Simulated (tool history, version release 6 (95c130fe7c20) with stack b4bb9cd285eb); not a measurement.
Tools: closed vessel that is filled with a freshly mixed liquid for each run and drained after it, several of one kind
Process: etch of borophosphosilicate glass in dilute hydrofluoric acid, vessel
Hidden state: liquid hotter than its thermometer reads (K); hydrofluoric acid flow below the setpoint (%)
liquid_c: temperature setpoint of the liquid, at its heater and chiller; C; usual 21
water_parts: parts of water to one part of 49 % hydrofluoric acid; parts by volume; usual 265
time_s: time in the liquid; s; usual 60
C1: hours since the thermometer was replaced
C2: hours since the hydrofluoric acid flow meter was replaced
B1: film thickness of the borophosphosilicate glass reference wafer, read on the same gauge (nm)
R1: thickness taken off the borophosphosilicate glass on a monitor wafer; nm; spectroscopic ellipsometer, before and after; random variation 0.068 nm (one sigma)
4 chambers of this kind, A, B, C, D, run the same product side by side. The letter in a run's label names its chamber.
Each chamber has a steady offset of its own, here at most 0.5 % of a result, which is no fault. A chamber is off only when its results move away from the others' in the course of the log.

run 1B day=0.583 | liquid_c=21 water_parts=265 time_s=60 | C1=250.1 C2=1144.5 | B1=50.001 | R1=9.0253
run 2D day=1.025 | liquid_c=21 water_parts=265 time_s=60 | C1=253.3 C2=639.5 | B1=49.974 | R1=8.8582
run 3C day=1.346 | liquid_c=21 water_parts=265 time_s=60 | C1=820.1 C2=1125.7 | B1=50.014 | R1=8.9951
run 4A day=1.838 | liquid_c=21 water_parts=265 time_s=60 | C1=189.4 C2=1531.3 | B1=50.013 | R1=9.1192
run 5C day=2.171 | liquid_c=21 water_parts=265 time_s=60 | C1=839.9 C2=1145.5 | B1=50.004 | R1=9.0302
run 6B day=2.55 | liquid_c=21 water_parts=265 time_s=60 | C1=297.3 C2=1191.7 | B1=50.012 | R1=8.8232
run 7A day=2.996 | liquid_c=21 water_parts=265 time_s=60 | C1=217.2 C2=1559.1 | B1=49.986 | R1=8.9786
run 8D day=3.312 | liquid_c=21 water_parts=265 time_s=60 | C1=308.2 C2=694.4 | B1=49.987 | R1=9.171
run 9A day=3.654 | liquid_c=23 water_parts=265 time_s=80 | C1=233 C2=1574.9 | B1=50.006 | R1=12.966
run 10D day=3.971 | liquid_c=23 water_parts=265 time_s=80 | C1=324 C2=710.2 | B1=49.983 | R1=13.071
run 11C day=4.529 | liquid_c=23 water_parts=265 time_s=80 | C1=896.5 C2=1202.1 | B1=50.014 | R1=13.01
run 12B day=5.033 | liquid_c=23 water_parts=265 time_s=80 | C1=356.9 C2=1251.3 | B1=50.014 | R1=12.992
run 13A day=5.592 | liquid_c=21 water_parts=265 time_s=60 | C1=279.5 C2=1621.4 | B1=50.009 | R1=9.0353
run 14B day=5.929 | liquid_c=17 water_parts=265 time_s=60 | C1=378.4 C2=1272.8 | B1=50.018 | R1=7.668
run 15D day=6.279 | liquid_c=17 water_parts=265 time_s=60 | C1=379.4 C2=765.6 | B1=50.005 | R1=8.0246
-- day=6.75 chamber D: hydrofluoric acid flow meter replaced
run 16C day=6.842 | liquid_c=17 water_parts=265 time_s=60 | C1=952 C2=1257.6 | B1=50.023 | R1=7.7911
run 17D day=7.138 | liquid_c=17 water_parts=265 time_s=60 | C1=400 C2=9.3 | B1=49.993 | R1=8.0213
run 18C day=7.554 | liquid_c=21 water_parts=265 time_s=90 | C1=969.1 C2=1274.7 | B1=49.985 | R1=13.373
run 19B day=8.067 | liquid_c=21 water_parts=265 time_s=90 | C1=429.7 C2=1324.1 | B1=50.007 | R1=13.359
run 20A day=8.442 | liquid_c=21 water_parts=265 time_s=90 | C1=347.9 C2=1689.8 | B1=49.996 | R1=13.545
run 21A day=9.017 | liquid_c=21 water_parts=265 time_s=90 | C1=361.7 C2=1703.6 | B1=49.997 | R1=13.594
run 22B day=9.55 | liquid_c=21 water_parts=265 time_s=60 | C1=465.3 C2=1359.7 | B1=50 | R1=9.028
run 23D day=10.033 | liquid_c=21 water_parts=265 time_s=60 | C1=469.5 C2=78.8 | B1=50 | R1=9.4851
run 24C day=10.304 | liquid_c=17 water_parts=265 time_s=45 | C1=1035.1 C2=1340.7 | B1=50.003 | R1=5.8583
run 25D day=10.696 | liquid_c=17 water_parts=265 time_s=45 | C1=485.4 C2=94.7 | B1=50.007 | R1=6.1369
run 26C day=11.158 | liquid_c=17 water_parts=265 time_s=45 | C1=1055.6 C2=1361.2 | B1=50.017 | R1=5.8211
run 27B day=11.65 | liquid_c=17 water_parts=265 time_s=45 | C1=515.7 C2=1410.1 | B1=49.999 | R1=5.6661
run 28A day=12.196 | liquid_c=21 water_parts=265 time_s=75 | C1=438 C2=1779.9 | B1=50.002 | R1=11.224
run 29A day=12.533 | liquid_c=21 water_parts=265 time_s=75 | C1=446.1 C2=1788 | B1=49.973 | R1=11.231
-- day=12.808 chamber B: hydrofluoric acid flow meter replaced
run 30B day=13.1 | liquid_c=21 water_parts=265 time_s=75 | C1=550.5 C2=7 | B1=50.006 | R1=11.265
run 31D day=13.675 | liquid_c=21 water_parts=265 time_s=75 | C1=556.9 C2=166.2 | B1=50.007 | R1=11.986

All 4 chambers run these settings next. Forecast each chamber's results:
run 32A day=14.1 | liquid_c=21 water_parts=265 time_s=60 | R1=?
run 32B day=14.1 | liquid_c=21 water_parts=265 time_s=60 | R1=?
run 32C day=14.1 | liquid_c=21 water_parts=265 time_s=60 | R1=?
run 32D day=14.1 | liquid_c=21 water_parts=265 time_s=60 | R1=?

run=32A R1=9.0121
run=32B R1=8.934
run=32C R1=9.1583
run=32D R1=9.6546

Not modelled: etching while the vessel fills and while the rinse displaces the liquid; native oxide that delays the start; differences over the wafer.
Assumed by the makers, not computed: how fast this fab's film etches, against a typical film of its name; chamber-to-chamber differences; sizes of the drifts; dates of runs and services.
